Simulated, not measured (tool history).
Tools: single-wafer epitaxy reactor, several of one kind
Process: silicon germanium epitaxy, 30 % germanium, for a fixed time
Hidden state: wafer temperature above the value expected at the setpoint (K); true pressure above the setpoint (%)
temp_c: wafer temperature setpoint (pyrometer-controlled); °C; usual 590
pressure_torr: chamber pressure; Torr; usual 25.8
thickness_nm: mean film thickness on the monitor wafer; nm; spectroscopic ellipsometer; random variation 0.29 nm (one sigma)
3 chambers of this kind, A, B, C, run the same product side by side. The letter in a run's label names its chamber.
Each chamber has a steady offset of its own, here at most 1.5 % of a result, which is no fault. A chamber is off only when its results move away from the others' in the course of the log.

run   hour  temp_c  pressure_torr  hours since the last pyrometer calibration  hours since the last manometer calibration  read-back reference wafer on the same gauge, thickness_nm  thickness_nm
 1C    6.1     590           25.8                                      2748.6                                      1620.6                                                     48.952        54.216
 2A   10.8     590           25.8                                       631.7                                      2247.2                                                      48.85        54.028
      13.1  -- chamber C: capacitance manometer re-zeroed and calibrated
 3B   16.4     590           25.8                                       461.1                                       997.6                                                     48.874        53.426
 4A   22.3     590           25.8                                       643.2                                      2258.7                                                     48.885        53.969
 5B   26.1     590           25.8                                       470.8                                      1007.3                                                     48.927         54.01
 6C   31.8     590           25.8                                      2774.3                                        18.8                                                     48.929        53.992
 7C   37.6     590           25.8                                      2780.1                                        24.6                                                     48.974        55.086
 8B   43.1     590           25.8                                       487.8                                      1024.3                                                     48.904        53.734
 9A   49.2     590           25.8                                       670.1                                      2285.6                                                     48.862        54.181
10B   52.9     590           25.8                                       497.6                                      1034.1                                                     48.877        54.284
11C   57.8     590           25.8                                      2800.3                                        44.8                                                     48.922        54.497
12A   64.1     590           25.8                                         685                                      2300.5                                                     48.914        53.817
13A   66.9     590           25.8                                       687.8                                      2303.3                                                     48.901        54.281
      69.3  -- chamber C: pyrometer calibrated
14C   70.6     590           25.8                                         1.3                                        57.6                                                     48.837        58.479
15B   76.7     590           25.8                                       521.4                                      1057.9                                                     48.903        53.203
16A   82.6     590           25.8                                       703.5                                        2319                                                     48.874        53.992
17C   87.9     590           25.8                                        18.6                                        74.9                                                     48.946        58.845
18B     91     601           25.8                                       535.7                                      1072.2                                                     48.902         64.84
19A   95.5     601           25.8                                       716.4                                      2331.9                                                     48.826        66.517
20B   99.6     601           25.8                                       544.3                                      1080.8                                                     48.895         65.63
21C  103.7     590           25.8                                        34.4                                        90.7                                                     48.929        58.281
22B  107.7     590           25.8                                       552.4                                      1088.9                                                     48.959        53.405
23C  110.6     590           25.8                                        41.3                                        97.6                                                     48.912        57.928
24A  116.6     590           25.8                                       737.5                                        2353                                                     48.928        53.523
25B  121.7     590           25.8                                       566.4                                      1102.9                                                     48.896        53.996
26C  124.6     590           31.8                                        55.3                                       111.6                                                     48.969        63.101
27A  128.6     590           31.8                                       749.5                                        2365                                                     48.857        58.631
28A  131.5     590           31.8                                       752.4                                      2367.9                                                     48.916        59.043
29B  134.7     579           25.8                                       579.4                                      1115.9                                                     48.948        43.768
30C  138.3     579           25.8                                          69                                       125.3                                                     48.892        47.587
31C  141.9     579           25.8                                        72.6                                       128.9                                                     48.918        47.461
32A    148     597           25.8                                       768.9                                      2384.4                                                     48.889        60.989
33B  152.2     597           25.8                                       596.9                                      1133.4                                                     48.863        61.151
34C  155.6     597           25.8                                        86.3                                       142.6                                                      48.87        66.768
35A  161.2     598           19.7                                       782.1                                      2397.6                                                     48.872        56.364
36B  166.3     598           19.7                                         611                                      1147.5                                                     48.862         55.65
37A  170.8     598           19.7                                       791.7                                      2407.2                                                     48.872        56.854
38B  173.7     590           25.8                                       618.4                                      1154.9                                                     48.891        53.483
39C  177.1     590           25.8                                       107.8                                       164.1                                                     48.895        58.794
40A  182.9     590           25.8                                       803.8                                      2419.3                                                     48.939        53.998
41C  186.7     590           25.8                                       117.4                                       173.7                                                     48.925        58.668

All 3 chambers run these settings next. Forecast each chamber's results:
42A  191.3     582           25.8                                                                                                                                                                ?
42B  191.3     582           25.8                                                                                                                                                                ?
42C  191.3     582           25.8                                                                                                                                                                ?

run  thickness_nm
42A        46.884
42B        45.924
42C        50.684

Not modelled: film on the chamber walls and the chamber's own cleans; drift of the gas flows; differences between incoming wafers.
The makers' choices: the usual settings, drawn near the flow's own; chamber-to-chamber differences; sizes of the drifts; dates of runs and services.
